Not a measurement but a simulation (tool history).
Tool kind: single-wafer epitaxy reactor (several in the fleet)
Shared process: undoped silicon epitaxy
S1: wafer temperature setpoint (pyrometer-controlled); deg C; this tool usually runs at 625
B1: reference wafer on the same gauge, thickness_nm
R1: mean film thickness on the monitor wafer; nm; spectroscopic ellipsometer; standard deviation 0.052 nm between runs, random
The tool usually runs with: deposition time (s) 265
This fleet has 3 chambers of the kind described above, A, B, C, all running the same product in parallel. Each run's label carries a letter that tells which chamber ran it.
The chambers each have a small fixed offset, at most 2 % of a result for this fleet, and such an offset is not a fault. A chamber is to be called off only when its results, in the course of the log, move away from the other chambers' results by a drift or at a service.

{"run": "1B", "hour": 3.1, "S1": 625, "deposition time (s)": 265, "B1": 27.306, "R1": 24.955}
{"run": "2A", "hour": 5.6, "S1": 625, "deposition time (s)": 265, "B1": 27.304, "R1": 25.674}
{"run": "3C", "hour": 7.9, "S1": 625, "deposition time (s)": 265, "B1": 27.301, "R1": 25.166}
{"run": "4C", "hour": 10.4, "S1": 625, "deposition time (s)": 265, "B1": 27.304, "R1": 25.2}
{"run": "5A", "hour": 12.9, "S1": 636, "deposition time (s)": 234, "B1": 27.292, "R1": 29.127}
{"run": "6B", "hour": 16.0, "S1": 636, "deposition time (s)": 234, "B1": 27.304, "R1": 28.312}
{"run": "7B", "hour": 20.5, "S1": 636, "deposition time (s)": 234, "B1": 27.307, "R1": 28.327}
{"run": "8A", "hour": 25.2, "S1": 625, "deposition time (s)": 265, "B1": 27.295, "R1": 25.794}
{"run": "9C", "hour": 29.1, "S1": 625, "deposition time (s)": 265, "B1": 27.297, "R1": 25.192}
{"run": "10C", "hour": 33.1, "S1": 625, "deposition time (s)": 265, "B1": 27.292, "R1": 25.192}
{"run": "11A", "hour": 35.5, "S1": 625, "deposition time (s)": 265, "B1": 27.293, "R1": 25.68}
{"hour": 36.6, "done": "chamber C: pyrometer calibrated"}
{"run": "12B", "hour": 38.4, "S1": 625, "deposition time (s)": 265, "B1": 27.293, "R1": 25.008}
{"run": "13C", "hour": 42.5, "S1": 625, "deposition time (s)": 265, "B1": 27.312, "R1": 24.82}
{"run": "14B", "hour": 45.0, "S1": 625, "deposition time (s)": 265, "B1": 27.293, "R1": 25.105}
{"run": "15A", "hour": 47.8, "S1": 625, "deposition time (s)": 265, "B1": 27.286, "R1": 25.664}
{"run": "16A", "hour": 50.9, "S1": 625, "deposition time (s)": 265, "B1": 27.299, "R1": 25.692}
{"run": "17C", "hour": 55.0, "S1": 625, "deposition time (s)": 265, "B1": 27.302, "R1": 24.722}
{"run": "18B", "hour": 58.6, "S1": 625, "deposition time (s)": 265, "B1": 27.32, "R1": 24.985}
{"run": "19A", "hour": 61.9, "S1": 620, "deposition time (s)": 236, "B1": 27.291, "R1": 20.36}
{"run": "20C", "hour": 65.2, "S1": 620, "deposition time (s)": 236, "B1": 27.307, "R1": 19.637}
{"run": "21B", "hour": 67.8, "S1": 620, "deposition time (s)": 236, "B1": 27.306, "R1": 19.945}
{"run": "22C", "hour": 72.7, "S1": 625, "deposition time (s)": 265, "B1": 27.311, "R1": 24.706}
{"run": "23B", "hour": 75.7, "S1": 625, "deposition time (s)": 246, "B1": 27.296, "R1": 23.225}
{"run": "24A", "hour": 78.6, "S1": 625, "deposition time (s)": 246, "B1": 27.306, "R1": 23.877}
{"run": "25B", "hour": 80.9, "S1": 625, "deposition time (s)": 246, "B1": 27.313, "R1": 23.304}
{"run": "26A", "hour": 83.8, "S1": 625, "deposition time (s)": 265, "B1": 27.304, "R1": 25.726}
{"run": "27C", "hour": 86.7, "S1": 638, "deposition time (s)": 218, "B1": 27.302, "R1": 27.2}
{"run": "28A", "hour": 89.4, "S1": 638, "deposition time (s)": 218, "B1": 27.294, "R1": 28.526}
{"run": "29B", "hour": 93.7, "S1": 638, "deposition time (s)": 218, "B1": 27.306, "R1": 27.557}
{"run": "30C", "hour": 97.1, "S1": 616, "deposition time (s)": 220, "B1": 27.297, "R1": 16.715}
{"run": "31A", "hour": 100.0, "S1": 616, "deposition time (s)": 220, "B1": 27.307, "R1": 17.328}
{"run": "32C", "hour": 103.3, "S1": 616, "deposition time (s)": 220, "B1": 27.299, "R1": 16.671}
{"run": "33B", "hour": 107.3, "S1": 625, "deposition time (s)": 265, "B1": 27.302, "R1": 24.998}

The same settings go to every chamber for the next run, one line per chamber below. Forecast the results for each:
{"run": "34A", "hour": 110.7, "S1": 625, "deposition time (s)": 282, "R1": "?"}
{"run": "34B", "hour": 110.7, "S1": 625, "deposition time (s)": 282, "R1": "?"}
{"run": "34C", "hour": 110.7, "S1": 625, "deposition time (s)": 282, "R1": "?"}

run=34A R1=27.367
run=34B R1=26.648
run=34C R1=26.366

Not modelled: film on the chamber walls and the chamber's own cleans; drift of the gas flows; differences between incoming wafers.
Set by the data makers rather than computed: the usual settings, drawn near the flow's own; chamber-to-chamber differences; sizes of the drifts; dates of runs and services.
